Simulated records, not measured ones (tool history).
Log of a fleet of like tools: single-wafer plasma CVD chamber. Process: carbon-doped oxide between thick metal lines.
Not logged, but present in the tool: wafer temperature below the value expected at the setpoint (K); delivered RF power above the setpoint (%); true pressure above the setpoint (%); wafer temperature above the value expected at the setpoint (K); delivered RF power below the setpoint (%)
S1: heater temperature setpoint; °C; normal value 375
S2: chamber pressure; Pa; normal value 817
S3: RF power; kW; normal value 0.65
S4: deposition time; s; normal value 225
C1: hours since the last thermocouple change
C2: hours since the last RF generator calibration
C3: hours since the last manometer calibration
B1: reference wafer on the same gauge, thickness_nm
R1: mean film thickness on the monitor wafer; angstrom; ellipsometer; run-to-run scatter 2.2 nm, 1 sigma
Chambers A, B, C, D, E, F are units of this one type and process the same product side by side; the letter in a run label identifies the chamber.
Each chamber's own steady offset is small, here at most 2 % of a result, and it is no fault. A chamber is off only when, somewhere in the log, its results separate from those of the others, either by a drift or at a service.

run     day   S1   S2     S3   S4      C1      C2      C3      B1     R1
      0.192  -- chamber E: capacitance manometer re-zeroed and calibrated
 1B   0.342  375  817   0.65  225   487.7  1488.2     744  1310.2  13034
 2A   0.533  375  817   0.65  225  1808.4      86   565.2  1309.8  12964
 3D   0.788  375  817   0.65  225   486.7   698.6   924.1  1311.1  12919
 4C   0.962  375  817   0.65  225  2643.5   407.5   519.3  1311.6  13005
 5E   1.292  375  817   0.65  225  1372.5   427.4    26.5  1311.7  12755
 6F   1.512  375  753   0.65  254     622  1626.2     102  1311.3  14670
      1.558  -- chamber A: thermocouple changed; heater temperature recalibrated
 7C   1.892  375  753   0.65  254  2665.8   429.8   541.6  1311.3  14558
 8D   2.096  375  753   0.65  254   518.1     730   955.5  1311.5  14484
 9E   2.475  375  753   0.65  254  1400.9   455.8    54.9  1312.2  14274
10A   2.879  375  753   0.65  254    31.8   142.3   621.5  1312.8  14473
11B   3.142  375  753   0.65  254   554.9  1555.4   811.2    1313  14611
      3.183  -- chamber C: thermocouple changed; heater temperature recalibrated
12F   3.475  375  817   0.65  225   669.1  1673.3   149.1  1313.4  13154
13A   3.742  375  817   0.65  225    52.5     163   642.2    1313  13001
14D   4.029  375  817   0.65  225   564.5   776.4  1001.9  1313.1  12987
15F   4.238  375  817   0.65  225   687.4  1691.6   167.4  1314.2  13165
16B   4.462  375  817   0.65  225   586.6  1587.1   842.9  1314.5  13117
17C   4.779  375  817   0.65  225    38.3   499.1   610.9  1314.2  13017
18E   5.004  375  817   0.65  225  1461.6   516.5   115.6  1314.9  12791
19B   5.212  388  817   0.65  225   604.6  1605.1   860.9  1314.1  12807
20A   5.425  388  817   0.65  225    92.9   203.4   682.6    1315  12689
      5.675  -- chamber B: RF generator calibrated
21C   5.683  388  817   0.65  225      60   520.8   632.6  1315.4  12737
22F   6.083  388  817   0.65  225   731.7  1735.9   211.7  1315.2  12838
23E   6.408  388  817   0.65  225  1495.3   550.2   149.3  1315.5  12488
24D   6.633  388  817   0.65  225     627   838.9  1064.4  1315.7  12642
25A   6.962  375  817   0.65  225   129.8   240.3   719.5  1316.8  13001
26F   7.158  366  817  0.705  225   757.5  1761.7   237.5  1316.4  14044
27C   7.538  366  817  0.705  225   104.5   565.3   677.1  1316.9  13951
28B   7.892  366  817  0.705  225   668.9    53.3   925.2  1316.8  13996
29D     8.1  366  817  0.705  225   662.2   874.1  1099.6  1316.9  13931
30E   8.288  366  817  0.705  225  1540.4   595.3   194.4  1317.5  13685
31A   8.588  366  817  0.705  225   168.8   279.3   758.5  1317.7  13902
32C   8.833  375  817   0.65  225   135.6   596.4   708.2  1318.6  13089
33E   9.054  375  817   0.65  225  1558.8   613.7   212.8  1317.6  12790
34F   9.342  375  817   0.65  225   809.9  1814.1   289.9  1318.2  13211
35B   9.521  368  817   0.65  258     708    92.4   964.3  1318.5  15244
36D   9.892  368  817   0.65  258   705.2   917.1  1142.6  1319.3  15131
37F  10.154  368  817   0.65  258   829.4  1833.6   309.4    1319  15334

One chamber off, gauge drift, or nothing amiss beyond the chambers' own small offsets? If it is a chamber, which one, and what is the likeliest cause?

Every chamber seems to shift together because the gauge that measures them all drifts; the chambers themselves are fine.
What lies behind it: gauge reads high (%) = 0.715.
